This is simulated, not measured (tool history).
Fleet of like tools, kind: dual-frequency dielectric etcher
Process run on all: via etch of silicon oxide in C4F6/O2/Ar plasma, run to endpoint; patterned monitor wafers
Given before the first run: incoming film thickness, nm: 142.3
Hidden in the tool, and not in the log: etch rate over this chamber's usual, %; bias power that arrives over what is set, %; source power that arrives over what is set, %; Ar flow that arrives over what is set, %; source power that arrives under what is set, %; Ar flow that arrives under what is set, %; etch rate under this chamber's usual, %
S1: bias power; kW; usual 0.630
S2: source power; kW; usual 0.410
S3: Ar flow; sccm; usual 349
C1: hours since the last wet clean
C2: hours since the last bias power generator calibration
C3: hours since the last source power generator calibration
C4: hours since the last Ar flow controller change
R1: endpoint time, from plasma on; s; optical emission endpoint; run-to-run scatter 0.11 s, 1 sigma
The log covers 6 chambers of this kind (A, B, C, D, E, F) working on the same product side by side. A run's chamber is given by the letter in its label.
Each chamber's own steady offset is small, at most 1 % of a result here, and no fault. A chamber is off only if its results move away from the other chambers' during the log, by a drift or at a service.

run   hour     S1     S2   S3     C1      C2      C3      C4      R1
       3.1  -- chamber A: wet clean of the chamber
 1D    7.1  0.630  0.410  349  179.0  1630.3   536.7   602.3  28.795
 2E   14.0  0.630  0.410  349  217.6  1031.5   708.1   205.6  28.700
      17.3  -- chamber A: Ar flow controller replaced
 3B   19.6  0.630  0.410  349  346.0  3257.1  1443.4  1266.3  28.884
 4C   26.2  0.630  0.410  349  410.2  2174.9   100.8    52.8  29.003
 5F   32.5  0.630  0.410  349  233.9  1499.9  1895.2  1284.6  28.661
 6A   37.4  0.630  0.410  349   34.4  1831.4  2261.3    20.2  29.199
      40.2  -- chamber C: wet clean of the chamber
 7F   41.0  0.630  0.410  349  242.4  1508.4  1903.7  1293.1  28.669
 8C   47.2  0.630  0.410  349    7.0  2195.9   121.8    73.8  29.036
 9D   51.1  0.630  0.410  349  223.0  1674.3   580.7   646.3  28.830
10A   58.0  0.630  0.410  349   55.0  1852.0  2281.9    40.8  28.986
11B   63.1  0.630  0.410  349  389.5  3300.6  1486.9  1309.8  29.107
12E   68.9  0.630  0.410  349  272.5  1086.4   763.0   260.5  28.682
13D   72.8  0.630  0.410  349  244.7  1696.0   602.4   668.0  29.065
14B   76.4  0.630  0.410  349  402.8  3313.9  1500.2  1323.1  29.008
      80.7  -- chamber B: wet clean of the chamber
15E   81.4  0.630  0.410  349  285.0  1098.9   775.5   273.0  28.405
16A   86.9  0.630  0.410  349   83.9  1880.9  2310.8    69.7  28.885
17C   92.1  0.630  0.410  349   51.9  2240.8   166.7   118.7  29.099
18F   95.6  0.630  0.410  349  297.0  1563.0  1958.3  1347.7  28.812
19F  100.1  0.630  0.410  349  301.5  1567.5  1962.8  1352.2  28.770
20B  106.6  0.630  0.350  306   26.0  3344.1  1530.4  1353.3  30.262
21E  112.2  0.630  0.350  306  315.8  1129.7   806.3   303.8  29.739
22D  116.9  0.630  0.350  306  288.8  1740.1   646.5   712.1  30.383
23A  120.3  0.630  0.350  306  117.3  1914.3  2344.2   103.1  30.164
24C  126.5  0.630  0.350  306   86.3  2275.2   201.1   153.1  30.278
25E  132.9  0.630  0.350  306  336.5  1150.4   827.0   324.5  29.612
26F  136.9  0.630  0.410  349  338.3  1604.3  1999.6  1389.0  28.761
27C  140.9  0.630  0.360  269  100.7  2289.6   215.5   167.5  29.570
28A  147.3  0.630  0.360  269  144.3  1941.3  2371.2   130.1  29.505
29D  153.3  0.630  0.360  269  325.2  1776.5   682.9   748.5  29.322
30B  156.5  0.630  0.360  269   75.9  3394.0  1580.3  1403.2  29.526
31B  161.8  0.630  0.360  269   81.2  3399.3  1585.6  1408.5  29.434
32E  165.5  0.630  0.360  269  369.1  1183.0   859.6   357.1  28.739
33C  171.9  0.630  0.410  349  131.7  2320.6   246.5   198.5  29.245
34F  177.5  0.630  0.410  349  378.9  1644.9  2040.2  1429.6  28.649
35D  180.7  0.630  0.410  349  352.6  1803.9   710.3   775.9  28.839
36A  184.5  0.630  0.410  349  181.5  1978.5  2408.4   167.3  28.901
37D  190.0  0.630  0.410  349  361.9  1813.2   719.6   785.2  29.011
38B  194.5  0.630  0.410  349  113.9  3432.0  1618.3  1441.2  29.061
39A  198.1  0.630  0.410  349  195.1  1992.1  2422.0   180.9  28.882
40C  202.1  0.630  0.410  349  161.9  2350.8   276.7   228.7  29.143
41E  208.1  0.630  0.410  349  411.7  1225.6   902.2   399.7  27.966
42F  213.9  0.630  0.410  349  415.3  1681.3  2076.6  1466.0  28.665
43A  218.6  0.630  0.410  349  215.6  2012.6  2442.5   201.4  28.791

Next, every chamber runs the same settings. What will each give?
44A  223.7  0.630  0.410  349                   ?
44B  223.7  0.630  0.410  349                   ?
44C  223.7  0.630  0.410  349                   ?
44D  223.7  0.630  0.410  349                   ?
44E  223.7  0.630  0.410  349                   ?
44F  223.7  0.630  0.410  349                   ?

run      R1
44A  29.194
44B  28.969
44C  29.098
44D  28.801
44E  27.872
44F  28.851
